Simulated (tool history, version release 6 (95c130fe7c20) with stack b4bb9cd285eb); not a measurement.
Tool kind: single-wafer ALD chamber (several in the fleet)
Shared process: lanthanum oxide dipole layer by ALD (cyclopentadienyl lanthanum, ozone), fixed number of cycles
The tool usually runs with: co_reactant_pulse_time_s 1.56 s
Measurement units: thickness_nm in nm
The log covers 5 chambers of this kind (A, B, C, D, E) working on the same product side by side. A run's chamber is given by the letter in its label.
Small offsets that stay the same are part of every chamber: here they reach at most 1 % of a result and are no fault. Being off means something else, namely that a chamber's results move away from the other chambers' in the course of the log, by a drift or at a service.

run,hour,co_reactant_pulse_time_s,hours since the last thermocouple change,hours since the last ozone generator service,"read-back reference wafer on the same gauge, thickness_nm",thickness_nm
1D,12.6,1.56,2054.8,1459.2,0.65942,0.55252
# hour 18.0: chamber D: ozone generator serviced
2C,22.1,1.56,1820.0,84.0,0.65913,0.54804
3A,29.6,1.56,1851.4,277.5,0.65944,0.54928
4B,45.3,1.56,714.6,376.3,0.66026,0.54880
5E,59.4,1.56,526.2,1126.7,0.65936,0.55252
6D,68.7,1.56,2110.9,50.7,0.66021,0.55430
7C,83.4,1.56,1881.3,145.3,0.65957,0.55282
8E,95.7,1.56,562.5,1163.0,0.65943,0.55410
9A,110.1,1.56,1931.9,358.0,0.65930,0.55246
10B,119.0,1.56,788.3,450.0,0.65968,0.55168
11A,130.6,1.56,1952.4,378.5,0.66007,0.55231
12C,145.6,1.56,1943.5,207.5,0.66022,0.54921
13B,159.2,1.56,828.5,490.2,0.66037,0.55073
14E,170.0,1.56,636.8,1237.3,0.66023,0.55425
15D,177.9,1.56,2220.1,159.9,0.65975,0.55118
16B,189.5,1.56,858.8,520.5,0.66011,0.54485
17D,204.6,1.56,2246.8,186.6,0.66033,0.55323
18C,212.9,1.56,2010.8,274.8,0.66007,0.55190
# hour 219.2: chamber A: ozone generator serviced
19E,227.2,1.56,694.0,1294.5,0.65935,0.55460
20A,239.8,1.56,2061.6,20.6,0.65994,0.55191
# hour 248.2: chamber A: thermocouple changed; heater temperature recalibrated
21A,249.6,1.56,1.4,30.4,0.66040,0.54848
22E,257.5,1.56,724.3,1324.8,0.65955,0.55260
23C,265.4,1.56,2063.3,327.3,0.66055,0.55017
24D,280.5,1.56,2322.7,262.5,0.66026,0.55325
25B,296.5,1.56,965.8,627.5,0.66034,0.54470
26C,305.3,1.56,2103.2,367.2,0.65989,0.54850
27B,318.9,1.56,988.2,649.9,0.66017,0.55033
28A,326.7,1.30,78.5,107.5,0.66012,0.53558
29E,333.8,1.30,800.6,1401.1,0.65995,0.53672
30D,341.6,1.30,2383.8,323.6,0.66072,0.53398
31A,356.7,1.30,108.5,137.5,0.66003,0.53184
32C,370.0,1.30,2167.9,431.9,0.65993,0.53237
33D,381.2,1.56,2423.4,363.2,0.66026,0.55392
34B,393.5,1.56,1062.8,724.5,0.66039,0.54306
35E,408.5,1.56,875.3,1475.8,0.66047,0.55151
36E,422.5,1.56,889.3,1489.8,0.65955,0.54811
37D,434.8,1.56,2477.0,416.8,0.65947,0.55122
38C,450.8,1.56,2248.7,512.7,0.66005,0.55254
39A,464.9,1.56,216.7,245.7,0.66025,0.55381

Does one chamber stand apart from the rest, does the shared gauge drift, or is all well apart from small per-chamber offsets? Give the chamber and the most likely cause, where there is one.

One chamber, B, drifts off from the rest bit by bit.
What lies behind it: ozone dose below that of a generator just serviced (%) = 13.1.

Below are 4 candidate recipes for chamber B's next run, each the usual settings with a change, their results shown as question marks. Which of them brings B's results back in line with what the other chambers give on the usual settings?
In line means no further than this from the other chambers' mean on the usual settings: thickness_nm 0.00840 nm
40B-1,476.7,1.27,,,,?
40B-2,476.7,1.36,,,,?
40B-3,476.7,1.76,,,,?
40B-4,476.7,2.24,,,,?

What the other chambers average on the usual settings: thickness_nm 0.55108 nm
run,thickness_nm
40B-1,0.51308
40B-2,0.52199
40B-3,0.54849
40B-4,0.56360
40B-3 brings the chamber back in line.
